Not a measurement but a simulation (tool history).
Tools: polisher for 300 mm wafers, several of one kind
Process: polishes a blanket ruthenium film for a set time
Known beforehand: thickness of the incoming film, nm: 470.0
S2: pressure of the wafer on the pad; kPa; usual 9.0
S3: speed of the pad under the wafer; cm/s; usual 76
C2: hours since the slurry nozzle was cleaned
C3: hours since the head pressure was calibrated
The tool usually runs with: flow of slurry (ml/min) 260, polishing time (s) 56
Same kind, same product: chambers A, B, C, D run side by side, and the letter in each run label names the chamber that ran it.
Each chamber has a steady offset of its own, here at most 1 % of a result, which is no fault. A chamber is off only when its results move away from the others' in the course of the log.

{"run": "1C", "day": 0.283, "flow of slurry (ml/min)": 260, "S2": 9.0, "S3": 76, "polishing time (s)": 56, "wafers polished on this pad": 546, "C2": 83.5, "C3": 1232.9, "film removed (Å)": 300.3}
{"day": 0.492, "done": "chamber D: worn pad replaced by a new one"}
{"day": 0.858, "done": "chamber B: worn pad replaced by a new one"}
{"run": "2A", "day": 0.875, "flow of slurry (ml/min)": 260, "S2": 9.0, "S3": 76, "polishing time (s)": 56, "wafers polished on this pad": 304, "C2": 448.6, "C3": 137.2, "film removed (Å)": 308.53}
{"day": 0.971, "done": "chamber C: head pressure recalibrated"}
{"run": "3B", "day": 1.188, "flow of slurry (ml/min)": 260, "S2": 9.0, "S3": 76, "polishing time (s)": 56, "wafers polished on this pad": 84, "C2": 66.2, "C3": 1156.2, "film removed (Å)": 310.1}
{"run": "4D", "day": 1.579, "flow of slurry (ml/min)": 260, "S2": 9.0, "S3": 76, "polishing time (s)": 56, "wafers polished on this pad": 278, "C2": 132.6, "C3": 377.6, "film removed (Å)": 311.83}
{"run": "5B", "day": 1.95, "flow of slurry (ml/min)": 260, "S2": 9.0, "S3": 76, "polishing time (s)": 56, "wafers polished on this pad": 280, "C2": 84.5, "C3": 1174.5, "film removed (Å)": 309.31}
{"run": "6D", "day": 2.438, "flow of slurry (ml/min)": 260, "S2": 9.0, "S3": 76, "polishing time (s)": 56, "wafers polished on this pad": 498, "C2": 153.2, "C3": 398.2, "film removed (Å)": 315.17}
{"day": 2.783, "done": "chamber A: worn pad replaced by a new one"}
{"run": "7A", "day": 2.892, "flow of slurry (ml/min)": 260, "S2": 9.0, "S3": 76, "polishing time (s)": 56, "wafers polished on this pad": 27, "C2": 497.0, "C3": 185.6, "film removed (Å)": 314.73}
{"day": 3.067, "done": "chamber B: worn pad replaced by a new one"}
{"day": 3.15, "done": "chamber D: worn pad replaced by a new one"}
{"run": "8C", "day": 3.258, "flow of slurry (ml/min)": 330, "S2": 9.0, "S3": 76, "polishing time (s)": 74, "wafers polished on this pad": 1308, "C2": 154.9, "C3": 54.9, "film removed (Å)": 407.17}
{"run": "9A", "day": 3.612, "flow of slurry (ml/min)": 330, "S2": 9.0, "S3": 76, "polishing time (s)": 74, "wafers polished on this pad": 212, "C2": 514.3, "C3": 202.9, "film removed (Å)": 412.91}
{"run": "10C", "day": 3.971, "flow of slurry (ml/min)": 330, "S2": 9.0, "S3": 76, "polishing time (s)": 74, "wafers polished on this pad": 1490, "C2": 172.0, "C3": 72.0, "film removed (Å)": 395.42}
{"day": 4.442, "done": "chamber D: head pressure recalibrated"}
{"run": "11B", "day": 4.529, "flow of slurry (ml/min)": 330, "S2": 9.0, "S3": 76, "polishing time (s)": 74, "wafers polished on this pad": 374, "C2": 146.4, "C3": 1236.4, "film removed (Å)": 421.16}
{"day": 4.638, "done": "chamber B: head pressure recalibrated"}
{"run": "12D", "day": 5.142, "flow of slurry (ml/min)": 260, "S2": 9.0, "S3": 76, "polishing time (s)": 56, "wafers polished on this pad": 510, "C2": 218.1, "C3": 16.8, "film removed (Å)": 307.01}
{"day": 5.533, "done": "chamber B: worn pad replaced by a new one"}
{"run": "13A", "day": 5.558, "flow of slurry (ml/min)": 260, "S2": 9.0, "S3": 76, "polishing time (s)": 56, "wafers polished on this pad": 710, "C2": 561.0, "C3": 249.6, "film removed (Å)": 311.28}
{"day": 5.754, "done": "chamber A: worn pad replaced by a new one"}
{"run": "14C", "day": 5.979, "flow of slurry (ml/min)": 260, "S2": 9.0, "S3": 76, "polishing time (s)": 56, "wafers polished on this pad": 2004, "C2": 220.2, "C3": 120.2, "film removed (Å)": 284.37}
{"day": 6.088, "done": "chamber D: slurry nozzle cleaned"}
{"day": 6.225, "done": "chamber D: worn pad replaced by a new one"}
{"run": "15D", "day": 6.333, "flow of slurry (ml/min)": 260, "S2": 9.0, "S3": 76, "polishing time (s)": 56, "wafers polished on this pad": 27, "C2": 5.9, "C3": 45.4, "film removed (Å)": 303.86}
{"run": "16B", "day": 6.804, "flow of slurry (ml/min)": 260, "S2": 9.0, "S3": 76, "polishing time (s)": 56, "wafers polished on this pad": 325, "C2": 201.0, "C3": 52.1, "film removed (Å)": 304.08}
{"run": "17A", "day": 7.167, "flow of slurry (ml/min)": 260, "S2": 9.0, "S3": 76, "polishing time (s)": 56, "wafers polished on this pad": 362, "C2": 599.6, "C3": 288.2, "film removed (Å)": 309.7}
{"run": "18D", "day": 7.6, "flow of slurry (ml/min)": 260, "S2": 9.0, "S3": 76, "polishing time (s)": 56, "wafers polished on this pad": 352, "C2": 36.3, "C3": 75.8, "film removed (Å)": 307.46}
{"run": "19C", "day": 7.946, "flow of slurry (ml/min)": 260, "S2": 9.0, "S3": 76, "polishing time (s)": 56, "wafers polished on this pad": 2508, "C2": 267.4, "C3": 167.4, "film removed (Å)": 284.53}
{"day": 8.075, "done": "chamber B: worn pad replaced by a new one"}
{"run": "20B", "day": 8.25, "flow of slurry (ml/min)": 260, "S2": 9.0, "S3": 76, "polishing time (s)": 56, "wafers polished on this pad": 45, "C2": 235.7, "C3": 86.8, "film removed (Å)": 309.69}
{"day": 8.462, "done": "chamber C: slurry nozzle cleaned"}
{"run": "21D", "day": 8.562, "flow of slurry (ml/min)": 260, "S2": 9.0, "S3": 76, "polishing time (s)": 56, "wafers polished on this pad": 598, "C2": 59.4, "C3": 98.9, "film removed (Å)": 311.25}
{"day": 8.567, "done": "chamber A: worn pad replaced by a new one"}
{"day": 8.729, "done": "chamber D: worn pad replaced by a new one"}
{"run": "22A", "day": 8.975, "flow of slurry (ml/min)": 260, "S2": 10.3, "S3": 76, "polishing time (s)": 39, "wafers polished on this pad": 104, "C2": 643.0, "C3": 331.6, "film removed (Å)": 240.91}
{"run": "23B", "day": 9.379, "flow of slurry (ml/min)": 260, "S2": 10.3, "S3": 76, "polishing time (s)": 39, "wafers polished on this pad": 334, "C2": 262.8, "C3": 113.9, "film removed (Å)": 250.06}
{"run": "24C", "day": 9.746, "flow of slurry (ml/min)": 260, "S2": 10.3, "S3": 76, "polishing time (s)": 39, "wafers polished on this pad": 2968, "C2": 30.9, "C3": 210.6, "film removed (Å)": 226.36}
{"run": "25D", "day": 10.012, "flow of slurry (ml/min)": 260, "S2": 10.3, "S3": 76, "polishing time (s)": 39, "wafers polished on this pad": 328, "C2": 94.2, "C3": 133.7, "film removed (Å)": 243.79}
{"run": "26A", "day": 10.408, "flow of slurry (ml/min)": 260, "S2": 9.0, "S3": 76, "polishing time (s)": 56, "wafers polished on this pad": 471, "C2": 677.4, "C3": 366.0, "film removed (Å)": 310.2}
{"day": 10.454, "done": "chamber B: worn pad replaced by a new one"}
{"run": "27B", "day": 10.954, "flow of slurry (ml/min)": 330, "S2": 10.3, "S3": 76, "polishing time (s)": 56, "wafers polished on this pad": 128, "C2": 300.6, "C3": 151.7, "film removed (Å)": 366.67}
{"day": 11.346, "done": "chamber A: worn pad replaced by a new one"}
{"run": "28C", "day": 11.479, "flow of slurry (ml/min)": 330, "S2": 10.3, "S3": 76, "polishing time (s)": 56, "wafers polished on this pad": 3412, "C2": 72.5, "C3": 252.2, "film removed (Å)": 326.06}
{"run": "29A", "day": 11.938, "flow of slurry (ml/min)": 330, "S2": 10.3, "S3": 76, "polishing time (s)": 56, "wafers polished on this pad": 151, "C2": 714.1, "C3": 402.7, "film removed (Å)": 364.07}

Is one chamber off against the others, does the gauge drift, or is nothing wrong? If a chamber is off, say which, and what the likeliest cause is.

It is chamber C that slowly wanders off from its peers.
Likeliest cause: removal rate lost through wear of the pad, % = 9.66.

Which of the 4 candidates below, each the usual settings with something changed and its results left as question marks, puts chamber C back in line with what the other chambers give on the usual settings?
Allowed miss from the other chambers' usual-settings mean, per result, to count as in line: film removed (Å) 13.00
{"run": "30C-1", "day": 12.388, "flow of slurry (ml/min)": 260, "S2": 9.7, "S3": 76, "polishing time (s)": 59, "film removed (Å)": "?"}
{"run": "30C-2", "day": 12.388, "flow of slurry (ml/min)": 255, "S2": 9.0, "S3": 68, "polishing time (s)": 56, "film removed (Å)": "?"}
{"run": "30C-3", "day": 12.388, "flow of slurry (ml/min)": 260, "S2": 9.0, "S3": 74, "polishing time (s)": 56, "film removed (Å)": "?"}
{"run": "30C-4", "day": 12.388, "flow of slurry (ml/min)": 260, "S2": 9.0, "S3": 78, "polishing time (s)": 56, "film removed (Å)": "?"}

The mean the other chambers reach with the usual settings: film removed (Å) 307.36
run=30C-1 film_removed_(Å)=310.80
run=30C-2 film_removed_(Å)=244.17
run=30C-3 film_removed_(Å)=266.41
run=30C-4 film_removed_(Å)=280.90
30C-1 is the one that brings the chamber's results back in line with the other chambers.
